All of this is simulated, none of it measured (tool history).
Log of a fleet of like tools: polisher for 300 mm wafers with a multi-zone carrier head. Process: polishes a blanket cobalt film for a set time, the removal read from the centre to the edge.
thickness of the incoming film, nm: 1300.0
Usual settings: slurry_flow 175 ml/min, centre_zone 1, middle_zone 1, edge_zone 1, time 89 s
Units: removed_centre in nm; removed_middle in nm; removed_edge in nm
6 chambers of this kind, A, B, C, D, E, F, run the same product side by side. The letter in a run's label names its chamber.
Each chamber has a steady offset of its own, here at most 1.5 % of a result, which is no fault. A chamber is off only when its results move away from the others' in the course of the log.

run,day,slurry_flow,centre_zone,middle_zone,edge_zone,time,removed_centre,removed_middle,removed_edge
# day 0.062: chamber A: centre zone pressure recalibrated
1B,0.121,175,1,1,1,89,286.46,294.66,284.6
2C,0.317,175,1,1,1,89,284.3,290.22,287.37
3F,0.571,175,1,1,1,89,288.71,294.38,285.19
# day 0.775: chamber A: worn pad replaced by a new one
4E,0.804,175,1,1,1,89,287.49,290.02,288.59
5A,1.046,175,1,1,1,89,289.29,289.64,287.04
6D,1.267,175,1,1,1,89,289.85,280.94,288.46
7D,1.521,175,1,1,1,69,221.54,222.86,227
8B,1.712,175,1,1,1,69,225.11,218.67,222.31
9E,1.833,175,1,1,1,69,220.21,220.35,220.42
# day 1.842: chamber C: worn pad replaced by a new one
10C,1.983,175,1,1,1,69,215.97,224.59,223.01
11A,2.162,175,1,1,1,69,219.24,223.84,222.35
# day 2.258: chamber F: worn pad replaced by a new one
12F,2.321,175,1,1,1,69,224.86,218.43,222.07
13B,2.517,175,1,1,1,89,288.35,292.13,285.01
# day 2.638: chamber B: worn pad replaced by a new one
14A,2.692,175,1,1.05,1,60,194.98,198.76,194.52
# day 2.871: chamber E: worn pad replaced by a new one
15C,2.929,175,1,1.05,1,60,192.48,201.35,196.31
# day 3.046: chamber D: edge zone pressure recalibrated
16F,3.2,175,1,1.05,1,60,193.71,199.02,190.76
17D,3.417,175,1,1.05,1,60,192.95,200.03,194.14
# day 3.475: chamber F: centre zone pressure recalibrated
18E,3.596,175,1,1.05,1,60,190.66,201.62,191.49
19E,3.808,175,1,1.05,1,60,188.37,201.8,191.18
20A,3.942,175,1,1,1.08,89,284.51,282.95,297.19
21B,4.1,175,1,1,1.08,89,288.66,281,300.18
22F,4.242,175,1,1,1.08,89,309.39,280.18,295.11
23C,4.362,175,1,1,1.08,89,286.88,281.59,299.3
# day 4.392: chamber A: worn pad replaced by a new one
24D,4.604,175,1,1,1.08,89,288.24,289.24,299.46
# day 4.612: chamber F: slurry nozzle cleaned
25F,4.775,175,1,1,1.08,89,304.69,287.92,299.19
26C,4.904,175,1,1,1,89,285.14,287.53,288.36
27E,5.062,175,1,1,1,89,277.57,289.61,288.77
# day 5.267: chamber C: slurry nozzle cleaned
28B,5.271,175,1,1,1,89,290.77,283.23,289.78
29A,5.421,175,1,1,1,89,290.89,287.58,289.2
30D,5.625,175,1,1,1,89,290.89,288.83,287.98
# day 5.712: chamber D: worn pad replaced by a new one
31D,5.771,175,0.89,1,1,89,251,286.88,294.33
32A,5.933,175,0.89,1,1,89,255.27,291.52,289.29
33F,6.071,175,0.89,1,1,89,272.75,283.84,285.4
34C,6.204,175,0.89,1,1,89,256.59,279.1,290.98
35B,6.342,175,0.89,1,1,89,256.2,281.3,287.96
# day 6.396: chamber F: edge zone pressure recalibrated
36E,6.517,175,0.89,1,1,89,248.05,288.08,286.08
37B,6.775,175,1,1,1,89,292.59,285.83,283.78
38C,6.942,175,1,1,1,89,286.26,284.06,292.85
39D,7.146,175,1,1,1,89,286.29,288.71,290.93
40F,7.392,175,1,1,1,89,307.38,288.59,288.68
41A,7.629,175,1,1,1,89,283.38,291.26,284.51
42E,7.875,175,1.1,1,1,89,312.07,281.82,282.11
43C,8.008,175,1.1,1,1,89,313.05,292.18,286.67

Is one chamber off against the others, does the gauge drift, or is nothing wrong? If a chamber is off, say which, and what the likeliest cause is.

A service left chamber F off against the others.
Cause: centre zone's pressure above its setpoint, % = 6.

Here are 4 candidates for chamber F's next run, each the usual settings with a change, their results left as question marks. Which one brings its results back in line with what the others give on the usual settings?
In line means no further than this from the other chambers' mean on the usual settings: removed_centre 11 nm; removed_middle 14 nm; removed_edge 9.2 nm
44F-1,8.204,165,0.89,1.01,1.04,89,?,?,?
44F-2,8.204,185,1.12,0.98,0.95,90,?,?,?
44F-3,8.204,180,1.06,0.99,0.98,89,?,?,?
44F-4,8.204,170,0.94,1.01,1.02,89,?,?,?

The other chambers' mean on the usual settings: removed_centre 286.04 nm; removed_middle 286.37 nm; removed_edge 287.66 nm
run,removed_centre,removed_middle,removed_edge
44F-1,269.92,289.02,291.36
44F-2,357.77,289.25,285.17
44F-3,331.82,287.59,285.57
44F-4,288.21,290.44,289.48
44F-4 brings the chamber back in line.
